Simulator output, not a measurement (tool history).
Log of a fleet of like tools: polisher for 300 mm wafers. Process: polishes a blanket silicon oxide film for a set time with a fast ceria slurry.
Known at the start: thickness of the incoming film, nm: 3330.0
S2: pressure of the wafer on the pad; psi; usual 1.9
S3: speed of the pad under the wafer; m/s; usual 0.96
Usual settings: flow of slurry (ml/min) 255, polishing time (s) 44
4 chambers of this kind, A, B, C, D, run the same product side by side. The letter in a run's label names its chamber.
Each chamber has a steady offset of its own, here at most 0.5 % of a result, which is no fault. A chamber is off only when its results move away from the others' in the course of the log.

run 1D hour=3 | flow_of_slurry_(ml/min)=255 S2=1.9 S3=0.96 polishing_time_(s)=44 | film_removed_(angstrom)=4220.6
run 2A hour=7.6 | flow_of_slurry_(ml/min)=255 S2=1.9 S3=0.96 polishing_time_(s)=44 | film_removed_(angstrom)=4282
-- hour=9.6 chamber A: worn pad replaced by a new one
run 3B hour=13.8 | flow_of_slurry_(ml/min)=255 S2=1.9 S3=0.96 polishing_time_(s)=44 | film_removed_(angstrom)=4194.6
run 4C hour=19.2 | flow_of_slurry_(ml/min)=255 S2=1.9 S3=0.96 polishing_time_(s)=44 | film_removed_(angstrom)=4218.6
run 5D hour=22.1 | flow_of_slurry_(ml/min)=255 S2=1.9 S3=0.96 polishing_time_(s)=44 | film_removed_(angstrom)=4314.5
run 6C hour=25.9 | flow_of_slurry_(ml/min)=255 S2=1.9 S3=0.96 polishing_time_(s)=44 | film_removed_(angstrom)=4224.2
run 7B hour=29.3 | flow_of_slurry_(ml/min)=255 S2=1.9 S3=0.96 polishing_time_(s)=44 | film_removed_(angstrom)=4156.9
run 8A hour=32.9 | flow_of_slurry_(ml/min)=255 S2=1.9 S3=0.96 polishing_time_(s)=44 | film_removed_(angstrom)=4263.8
run 9A hour=36.2 | flow_of_slurry_(ml/min)=255 S2=1.9 S3=0.96 polishing_time_(s)=44 | film_removed_(angstrom)=4251.4
run 10D hour=41 | flow_of_slurry_(ml/min)=255 S2=1.9 S3=0.96 polishing_time_(s)=44 | film_removed_(angstrom)=4264.2
-- hour=41.7 chamber B: worn pad replaced by a new one
run 11C hour=46.8 | flow_of_slurry_(ml/min)=255 S2=1.9 S3=0.96 polishing_time_(s)=59 | film_removed_(angstrom)=5663.8
run 12B hour=49.9 | flow_of_slurry_(ml/min)=255 S2=1.9 S3=0.96 polishing_time_(s)=59 | film_removed_(angstrom)=5639.8
-- hour=55 chamber C: worn pad replaced by a new one
run 13C hour=55.7 | flow_of_slurry_(ml/min)=255 S2=1.9 S3=0.96 polishing_time_(s)=59 | film_removed_(angstrom)=5467.9
run 14A hour=60.4 | flow_of_slurry_(ml/min)=255 S2=1.9 S3=0.96 polishing_time_(s)=59 | film_removed_(angstrom)=5708.6
run 15D hour=66.3 | flow_of_slurry_(ml/min)=215 S2=1.9 S3=0.96 polishing_time_(s)=55 | film_removed_(angstrom)=5136.6
run 16B hour=70.3 | flow_of_slurry_(ml/min)=215 S2=1.9 S3=0.96 polishing_time_(s)=55 | film_removed_(angstrom)=5211.4
run 17D hour=76.7 | flow_of_slurry_(ml/min)=215 S2=1.9 S3=0.96 polishing_time_(s)=55 | film_removed_(angstrom)=5012.6
run 18B hour=80 | flow_of_slurry_(ml/min)=215 S2=1.9 S3=0.96 polishing_time_(s)=55 | film_removed_(angstrom)=5150.4
run 19A hour=83 | flow_of_slurry_(ml/min)=255 S2=1.6 S3=0.96 polishing_time_(s)=44 | film_removed_(angstrom)=3618.9
-- hour=84.9 chamber C: head pressure recalibrated
run 20C hour=88.4 | flow_of_slurry_(ml/min)=255 S2=1.6 S3=0.96 polishing_time_(s)=44 | film_removed_(angstrom)=3504.2
run 21B hour=91.3 | flow_of_slurry_(ml/min)=255 S2=1.6 S3=0.96 polishing_time_(s)=44 | film_removed_(angstrom)=3494.9
run 22C hour=94.5 | flow_of_slurry_(ml/min)=255 S2=1.6 S3=0.96 polishing_time_(s)=44 | film_removed_(angstrom)=3564.8
run 23A hour=100.3 | flow_of_slurry_(ml/min)=255 S2=1.9 S3=0.8 polishing_time_(s)=56 | film_removed_(angstrom)=4471.9
run 24D hour=103.3 | flow_of_slurry_(ml/min)=255 S2=1.9 S3=0.8 polishing_time_(s)=56 | film_removed_(angstrom)=4266.8
run 25B hour=106.6 | flow_of_slurry_(ml/min)=255 S2=1.9 S3=0.8 polishing_time_(s)=56 | film_removed_(angstrom)=4500.2
run 26A hour=110.8 | flow_of_slurry_(ml/min)=255 S2=1.9 S3=0.8 polishing_time_(s)=56 | film_removed_(angstrom)=4529.4
run 27D hour=115.7 | flow_of_slurry_(ml/min)=305 S2=1.9 S3=0.96 polishing_time_(s)=57 | film_removed_(angstrom)=5330.8
-- hour=117.5 chamber C: slurry nozzle cleaned
run 28C hour=122 | flow_of_slurry_(ml/min)=305 S2=1.9 S3=0.96 polishing_time_(s)=57 | film_removed_(angstrom)=5536
-- hour=126.8 chamber B: worn pad replaced by a new one
run 29B hour=127.2 | flow_of_slurry_(ml/min)=305 S2=1.9 S3=0.96 polishing_time_(s)=57 | film_removed_(angstrom)=5585.1
-- hour=129.9 chamber A: worn pad replaced by a new one
run 30A hour=133.7 | flow_of_slurry_(ml/min)=305 S2=1.9 S3=0.96 polishing_time_(s)=57 | film_removed_(angstrom)=5564.5
run 31C hour=137 | flow_of_slurry_(ml/min)=255 S2=1.9 S3=0.96 polishing_time_(s)=44 | film_removed_(angstrom)=4118.6

What goes on in this fleet: one chamber off, a drifting gauge, or nothing beyond the chambers' own small offsets? Name the chamber and the cause, if any.

Chamber D drifts away from the others.
Cause: removal rate lost through wear of the pad, % = 8.28.
The log may not tell that from: head's pressure below its setpoint, %.

Here are 4 candidates for chamber D's next run, each the usual settings with a change, their results left as question marks. Which one brings its results back in line with what the others give on the usual settings?
In line means no further than this from the other chambers' mean on the usual settings: film removed (angstrom) 150
run 32D-1 hour=141.7 | flow_of_slurry_(ml/min)=255 S2=1.8 S3=0.92 polishing_time_(s)=42 | film_removed_(angstrom)=?
run 32D-2 hour=141.7 | flow_of_slurry_(ml/min)=260 S2=1.9 S3=0.96 polishing_time_(s)=48 | film_removed_(angstrom)=?
run 32D-3 hour=141.7 | flow_of_slurry_(ml/min)=255 S2=2 S3=1.02 polishing_time_(s)=46 | film_removed_(angstrom)=?
run 32D-4 hour=141.7 | flow_of_slurry_(ml/min)=255 S2=1.8 S3=0.94 polishing_time_(s)=44 | film_removed_(angstrom)=?

The other chambers' mean on the usual settings: film removed (angstrom) 4220.3
run=32D-1 film_removed_(angstrom)=3379.3
run=32D-2 film_removed_(angstrom)=4258.7
run=32D-3 film_removed_(angstrom)=4550.8
run=32D-4 film_removed_(angstrom)=3616.7
32D-2 brings the chamber back in line.

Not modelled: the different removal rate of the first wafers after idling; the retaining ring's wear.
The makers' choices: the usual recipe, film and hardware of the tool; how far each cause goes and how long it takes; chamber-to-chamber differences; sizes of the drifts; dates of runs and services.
